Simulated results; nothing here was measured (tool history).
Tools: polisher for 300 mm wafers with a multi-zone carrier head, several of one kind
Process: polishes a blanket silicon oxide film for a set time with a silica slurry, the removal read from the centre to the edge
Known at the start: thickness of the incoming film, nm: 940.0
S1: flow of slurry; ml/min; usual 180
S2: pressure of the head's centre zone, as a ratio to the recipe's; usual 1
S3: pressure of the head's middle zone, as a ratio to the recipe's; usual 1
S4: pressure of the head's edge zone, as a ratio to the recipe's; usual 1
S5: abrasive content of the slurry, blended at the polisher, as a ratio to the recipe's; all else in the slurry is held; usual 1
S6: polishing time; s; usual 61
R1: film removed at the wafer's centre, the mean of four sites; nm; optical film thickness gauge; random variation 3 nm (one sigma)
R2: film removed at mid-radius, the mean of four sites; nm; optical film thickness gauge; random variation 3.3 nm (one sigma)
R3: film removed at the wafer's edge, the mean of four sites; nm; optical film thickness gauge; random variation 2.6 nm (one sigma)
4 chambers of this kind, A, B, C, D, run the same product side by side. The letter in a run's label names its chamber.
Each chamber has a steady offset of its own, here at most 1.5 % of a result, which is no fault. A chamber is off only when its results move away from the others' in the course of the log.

run   hour   S1    S2  S3  S4   S5  S6      R1      R2      R3
 1B    2.4  180     1   1   1    1  61  232.74  236.91   236.5
 2A    5.7  180     1   1   1    1  61  230.47  231.28  232.59
 3D    8.8  180     1   1   1    1  61  235.09  235.19  228.47
 4C   11.3  180     1   1   1    1  61  235.02  230.25  229.46
 5D   15.2  180     1   1   1  0.8  72  247.89  245.15  244.42
 6A   19.2  180     1   1   1  0.8  72  247.58  240.26  244.12
 7B   22.6  180     1   1   1  0.8  72  247.94  250.12  246.75
 8C   25.4  180     1   1   1  0.8  72  246.93  244.47   246.8
 9D   29.2  180     1   1   1    1  61  225.57  229.77   236.5
10C   31.9  180     1   1   1    1  61  232.08  234.03  231.58
11B   34.7  180     1   1   1    1  61  233.18  233.92  235.79
12A   37.5  180     1   1   1    1  61  231.59  229.42  228.35
      39.1  -- chamber C: centre zone pressure recalibrated
13A     40  180     1   1   1    1  61   234.3  229.42  233.35
        43  -- chamber D: worn pad replaced by a new one
14C   43.9  180     1   1   1    1  61  209.14  233.32  234.11
15D   47.7  180     1   1   1    1  61  232.17  233.43  231.27
16B   51.7  180     1   1   1    1  61  231.89  235.17  229.04
17B   55.8  180     1   1   1    1  61  236.88     232  235.86
18C   58.6  180     1   1   1    1  61  218.34  234.41  235.15
      59.3  -- chamber B: worn pad replaced by a new one
19A   62.8  180     1   1   1    1  61  234.02  226.57  230.58
      63.3  -- chamber A: worn pad replaced by a new one
20D   65.9  180     1   1   1    1  61  234.14  232.35  233.38
21D   67.8  180     1   1   1    1  61  227.54  235.26  235.97
22B   70.7  180     1   1   1    1  61  232.83  234.86  235.33
23C   74.2  180     1   1   1    1  61  215.48  226.22  233.17
24A   77.9  180     1   1   1    1  61   236.1  224.43  231.28
25D   81.7  180     1   1   1    1  61  228.64  231.57  235.37
26B   83.6  180     1   1   1    1  61  233.41  233.89   236.2
27C   87.8  180     1   1   1    1  61  217.57  235.18  227.36
      91.4  -- chamber B: centre zone pressure recalibrated
28A   91.5  180  0.93   1   1    1  61  217.18  228.16  227.02
29D   95.6  180  0.93   1   1    1  61  215.78  227.37  226.68
30B   98.5  180  0.93   1   1    1  61  219.47  232.82  232.28
31A    101  180  0.93   1   1    1  61  216.45  225.06  229.73
32C  103.3  180     1   1   1    1  61  215.59  231.15  232.58
33C  105.1  180     1   1   1    1  61  219.78  235.19   229.3
34B  107.5  180     1   1   1    1  61  228.99  234.58  231.78

All 4 chambers run these settings next. Forecast each chamber's results:
35A  110.5  180   1   1  1.12   1  61   ?   ?   ?
35B  110.5  180   1   1  1.12   1  61   ?   ?   ?
35C  110.5  180   1   1  1.12   1  61   ?   ?   ?
35D  110.5  180   1   1  1.12   1  61   ?   ?   ?

run      R1      R2      R3
35A   230.2  223.49  239.86
35B  234.12  236.58  243.48
35C  212.75   236.9  242.36
35D  232.41  234.47  250.72

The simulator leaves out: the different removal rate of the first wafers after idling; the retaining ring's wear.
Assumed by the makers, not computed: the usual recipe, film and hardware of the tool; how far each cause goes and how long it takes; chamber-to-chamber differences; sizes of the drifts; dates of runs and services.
